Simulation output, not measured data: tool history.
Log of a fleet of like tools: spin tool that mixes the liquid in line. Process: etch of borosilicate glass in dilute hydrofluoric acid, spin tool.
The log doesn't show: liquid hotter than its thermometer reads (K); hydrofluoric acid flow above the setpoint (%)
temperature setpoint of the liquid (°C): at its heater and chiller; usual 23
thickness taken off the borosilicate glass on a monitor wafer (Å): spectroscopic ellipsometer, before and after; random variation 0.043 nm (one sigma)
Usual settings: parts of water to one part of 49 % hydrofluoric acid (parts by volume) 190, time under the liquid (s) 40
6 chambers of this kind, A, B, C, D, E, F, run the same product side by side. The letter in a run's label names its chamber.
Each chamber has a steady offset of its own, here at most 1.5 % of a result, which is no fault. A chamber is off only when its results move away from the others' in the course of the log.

run   hour  temperature setpoint of the liquid (°C)  parts of water to one part of 49 % hydrofluoric acid (parts by volume)  time under the liquid (s)  hours since the thermometer was replaced  hours since the hydrofluoric acid flow meter was replaced  read-back film thickness of the borosilicate glass reference wafer, read on the same gauge (nm)  thickness taken off the borosilicate glass on a monitor wafer (Å)
 1A    6.6                                       23                                                                     190                         40                                     897.9                                                     1257.3                                                                                           40.008                                                             75.885
 2F   14.0                                       23                                                                     190                         40                                    1554.6                                                     1511.3                                                                                           39.986                                                             76.463
 3C   22.0                                       23                                                                     190                         40                                     316.8                                                      515.4                                                                                           39.967                                                             76.527
      22.3  -- chamber A: thermometer replaced
      26.1  -- chamber E: thermometer replaced
 4D   29.1                                       23                                                                     190                         40                                     588.5                                                      513.0                                                                                           39.986                                                             75.282
 5B   33.0                                       23                                                                     190                         40                                    1959.7                                                      311.6                                                                                           39.994                                                             75.381
 6E   37.3                                       23                                                                     190                         40                                      11.3                                                      335.0                                                                                           39.985                                                             75.597
 7A   42.5                                       23                                                                     190                         40                                      20.3                                                     1293.2                                                                                           40.005                                                             76.550
 8F   48.3                                       23                                                                     190                         40                                    1588.9                                                     1545.6                                                                                           40.032                                                             75.141
 9C   55.5                                       23                                                                     190                         40                                     350.3                                                      548.9                                                                                           40.006                                                             75.357
10E   64.1                                       23                                                                     190                         40                                      38.1                                                      361.8                                                                                           39.973                                                             75.337
11D   72.0                                       23                                                                     250                         40                                     631.4                                                      555.9                                                                                           40.003                                                             53.990
12B   77.6                                       23                                                                     250                         40                                    2004.3                                                      356.2                                                                                           40.009                                                             53.817
13E   83.4                                       23                                                                     250                         40                                      57.4                                                      381.1                                                                                           39.993                                                             54.107
14D   87.9                                       23                                                                     250                         40                                     647.3                                                      571.8                                                                                           39.966                                                             53.011
15A   92.2                                       23                                                                     250                         40                                      70.0                                                     1342.9                                                                                           40.011                                                             54.018
16C   97.9                                       23                                                                     250                         40                                     392.7                                                      591.3                                                                                           40.001                                                             54.689
17F  103.1                                       23                                                                     190                         40                                    1643.7                                                     1600.4                                                                                           40.019                                                             74.636
     105.0  -- chamber A: hydrofluoric acid flow meter replaced
18B  110.5                                       23                                                                     190                         40                                    2037.2                                                      389.1                                                                                           39.956                                                             75.384
19E  117.9                                       23                                                                     190                         40                                      91.9                                                      415.6                                                                                           39.954                                                             75.844
20F  124.1                                       23                                                                     190                         40                                    1664.7                                                     1621.4                                                                                           40.020                                                             74.786
21B  131.8                                       23                                                                     235                         40                                    2058.5                                                      410.4                                                                                           40.020                                                             58.253
22D  137.2                                       23                                                                     235                         40                                     696.6                                                      621.1                                                                                           40.008                                                             57.951
23C  146.0                                       23                                                                     235                         40                                     440.8                                                      639.4                                                                                           40.026                                                             59.426
24A  154.8                                       23                                                                     235                         40                                     132.6                                                       49.8                                                                                           40.007                                                             58.913
25C  160.9                                       23                                                                     235                         40                                     455.7                                                      654.3                                                                                           40.006                                                             58.692
26D  167.1                                       23                                                                     235                         40                                     726.5                                                      651.0                                                                                           39.985                                                             58.179
27A  172.0                                       23                                                                     190                         40                                     149.8                                                       67.0                                                                                           40.005                                                             75.697
28B  176.5                                       23                                                                     190                         40                                    2103.2                                                      455.1                                                                                           40.026                                                             75.854
29F  185.4                                       23                                                                     190                         40                                    1726.0                                                     1682.7                                                                                           40.043                                                             75.429
30E  193.1                                       23                                                                     190                         40                                     167.1                                                      490.8                                                                                           40.017                                                             76.198
31E  197.9                                       23                                                                     190                         40                                     171.9                                                      495.6                                                                                           39.978                                                             75.818
32C  205.7                                       23                                                                     190                         40                                     500.5                                                      699.1                                                                                           40.028                                                             76.587
33F  214.4                                       23                                                                     190                         40                                    1755.0                                                     1711.7                                                                                           40.015                                                             75.639
34B  218.5                                       23                                                                     190                         40                                    2145.2                                                      497.1                                                                                           40.022                                                             74.025
35A  225.0                                       23                                                                     190                         40                                     202.8                                                      120.0                                                                                           39.981                                                             75.945
36D  230.2                                       23                                                                     235                         25                                     789.6                                                      714.1                                                                                           39.969                                                             36.488

Next, every chamber runs the same settings. What will each give?
37A  236.5                                       23                                                                     140                         40                                                                                                                                                                                                                                                                        ?
37B  236.5                                       23                                                                     140                         40                                                                                                                                                                                                                                                                        ?
37C  236.5                                       23                                                                     140                         40                                                                                                                                                                                                                                                                        ?
37D  236.5                                       23                                                                     140                         40                                                                                                                                                                                                                                                                        ?
37E  236.5                                       23                                                                     140                         40                                                                                                                                                                                                                                                                        ?
37F  236.5                                       23                                                                     140                         40                                                                                                                                                                                                                                                                        ?

run  thickness taken off the borosilicate glass on a monitor wafer (Å)
37A                                                            108.890
37B                                                            107.750
37C                                                            107.800
37D                                                            109.730
37E                                                            107.890
37F                                                            108.890

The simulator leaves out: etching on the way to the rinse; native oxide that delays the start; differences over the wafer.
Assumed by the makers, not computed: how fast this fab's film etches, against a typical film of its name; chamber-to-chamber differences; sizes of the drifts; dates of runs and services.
